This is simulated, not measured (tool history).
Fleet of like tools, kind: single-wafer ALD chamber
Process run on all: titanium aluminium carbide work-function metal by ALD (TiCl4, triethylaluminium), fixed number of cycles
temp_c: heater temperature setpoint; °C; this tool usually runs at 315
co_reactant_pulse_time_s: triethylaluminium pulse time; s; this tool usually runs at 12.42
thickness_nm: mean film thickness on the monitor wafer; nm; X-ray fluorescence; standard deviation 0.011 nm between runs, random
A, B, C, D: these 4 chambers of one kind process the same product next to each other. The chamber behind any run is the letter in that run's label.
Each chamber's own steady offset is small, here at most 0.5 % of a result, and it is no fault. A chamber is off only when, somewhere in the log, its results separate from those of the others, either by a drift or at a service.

run	hour	temp_c	co_reactant_pulse_time_s	read-back reference wafer on the same gauge, thickness_nm	thickness_nm
1D	5.6	315	12.42	1.7798	2.1585
2B	11.5	315	12.42	1.7821	2.1536
3C	16.7	315	12.42	1.7801	2.1441
4A	22.5	315	12.42	1.7787	2.1404
# hour 22.9: chamber D: thermocouple changed; heater temperature recalibrated
5C	31.8	315	8.97	1.7814	2.1018
6B	37	315	8.97	1.7793	2.109
7D	44	315	8.97	1.7791	2.0642
8A	52.7	315	8.97	1.7783	2.0881
9C	57.1	315	16.96	1.7818	2.1827
10D	61.5	315	16.96	1.7813	2.1656
11A	66.8	315	16.96	1.7811	2.191
12B	76.1	315	16.96	1.7802	2.2041
13A	81.7	320	16.78	1.7775	2.2339
14C	86	320	16.78	1.7805	2.2343
15B	93.6	320	16.78	1.7786	2.2232
16D	98.7	320	16.78	1.7791	2.215
17C	106.5	315	12.42	1.7805	2.1709
18A	111.2	315	12.42	1.7799	2.1631
19B	120.3	315	12.42	1.7786	2.1831
20D	129	315	12.42	1.7809	2.1029
21D	138	315	12.42	1.78	2.0844
22C	144.7	329	12.42	1.7803	2.3027
23B	151.2	329	12.42	1.7785	2.3089
24A	157.8	329	12.42	1.7799	2.2833

One chamber off, gauge drift, or nothing amiss beyond the chambers' own small offsets? If it is a chamber, which one, and what is the likeliest cause?

Chamber D drifts away from the others.
Cause: triethylaluminium dose below that of a fresh bottle (%) = 34.1.

Below are 4 candidate recipes for chamber D's next run, each the usual settings with a change, their results shown as question marks. Which of them brings D's results back in line with what the other chambers give on the usual settings?
In line here means within this much of the mean the other chambers give on the usual settings: thickness_nm 0.04 nm
25D-1	164.9	320	14.33		?
25D-2	164.9	310	10.51		?
25D-3	164.9	311	12.42		?
25D-4	164.9	317	13.02		?

What the other chambers average on the usual settings: thickness_nm 2.1665 nm
run	thickness_nm
25D-1	2.1505
25D-2	1.9496
25D-3	2.027
25D-4	2.0949
Change 25D-1 lands the chamber within the allowed miss of the other chambers.
